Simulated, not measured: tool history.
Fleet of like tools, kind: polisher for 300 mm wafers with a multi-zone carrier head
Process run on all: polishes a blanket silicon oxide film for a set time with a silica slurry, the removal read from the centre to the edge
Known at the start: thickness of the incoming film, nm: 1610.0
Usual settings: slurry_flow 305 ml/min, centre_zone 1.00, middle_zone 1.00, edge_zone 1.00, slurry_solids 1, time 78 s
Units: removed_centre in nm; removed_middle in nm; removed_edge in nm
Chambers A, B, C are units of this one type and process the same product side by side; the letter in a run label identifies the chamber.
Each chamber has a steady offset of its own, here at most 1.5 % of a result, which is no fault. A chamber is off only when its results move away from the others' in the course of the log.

Run 1A, day 0.250: usual settings. Result: removed_centre 178.79 nm, removed_middle 178.58 nm, removed_edge 178.85 nm.
Run 2C, day 0.488: usual settings. Result: removed_centre 181.61 nm, removed_middle 181.32 nm, removed_edge 178.21 nm.
Run 3B, day 0.683: usual settings. Result: removed_centre 179.63 nm, removed_middle 182.65 nm, removed_edge 179.25 nm.
Run 4B, day 0.804: usual settings. Result: removed_centre 177.44 nm, removed_middle 181.23 nm, removed_edge 180.31 nm.
Run 5C, day 1.017: usual settings. Result: removed_centre 180.44 nm, removed_middle 180.82 nm, removed_edge 178.33 nm.
At day 1.079: chamber A: worn pad replaced by a new one.
Run 6A, day 1.217: usual settings. Result: removed_centre 179.68 nm, removed_middle 176.72 nm, removed_edge 181.55 nm.
At day 1.388: chamber A: centre zone pressure recalibrated.
Run 7B, day 1.408: usual settings. Result: removed_centre 177.88 nm, removed_middle 180.15 nm, removed_edge 178.54 nm.
At day 1.558: chamber C: worn pad replaced by a new one.
Run 8C, day 1.646: usual settings but centre_zone 0.92, time 87 s. Result: removed_centre 184.01 nm, removed_middle 202.72 nm, removed_edge 195.12 nm.
Run 9A, day 1.838: usual settings but centre_zone 0.92, time 87 s. Result: removed_centre 181.51 nm, removed_middle 200.42 nm, removed_edge 201.27 nm.
Run 10B, day 2.029: usual settings but centre_zone 0.92, time 87 s. Result: removed_centre 181.00 nm, removed_middle 201.35 nm, removed_edge 196.80 nm.
Run 11A, day 2.254: usual settings but centre_zone 0.95, middle_zone 0.89. Result: removed_centre 169.54 nm, removed_middle 159.37 nm, removed_edge 180.76 nm.
Run 12C, day 2.475: usual settings but centre_zone 0.95, middle_zone 0.89. Result: removed_centre 171.56 nm, removed_middle 162.69 nm, removed_edge 178.28 nm.
Run 13A, day 2.625: usual settings but centre_zone 0.95, middle_zone 0.89. Result: removed_centre 171.04 nm, removed_middle 160.21 nm, removed_edge 180.89 nm.
At day 2.754: chamber A: worn pad replaced by a new one.
Run 14B, day 2.762: usual settings. Result: removed_centre 175.85 nm, removed_middle 178.28 nm, removed_edge 179.20 nm.
Run 15C, day 3.012: usual settings but edge_zone 0.91. Result: removed_centre 182.01 nm, removed_middle 180.03 nm, removed_edge 170.29 nm.
At day 3.079: chamber B: worn pad replaced by a new one.
Run 16A, day 3.250: usual settings but edge_zone 0.91. Result: removed_centre 179.41 nm, removed_middle 178.07 nm, removed_edge 174.80 nm.
Run 17C, day 3.488: usual settings but edge_zone 0.91. Result: removed_centre 182.00 nm, removed_middle 180.24 nm, removed_edge 168.47 nm.
Run 18B, day 3.721: usual settings. Result: removed_centre 177.44 nm, removed_middle 180.02 nm, removed_edge 181.36 nm.
Run 19C, day 3.867: usual settings. Result: removed_centre 182.21 nm, removed_middle 184.26 nm, removed_edge 178.90 nm.
Run 20A, day 3.983: usual settings. Result: removed_centre 179.74 nm, removed_middle 177.70 nm, removed_edge 177.16 nm.

Has any chamber moved away from the others, gradually or after a service, or does the common gauge drift, or do the chambers differ only by their own small steady offsets? State the chamber and the most likely cause if one applies.

Nothing is wrong: each chamber keeps only its own small, steady offset and the gauge holds still.
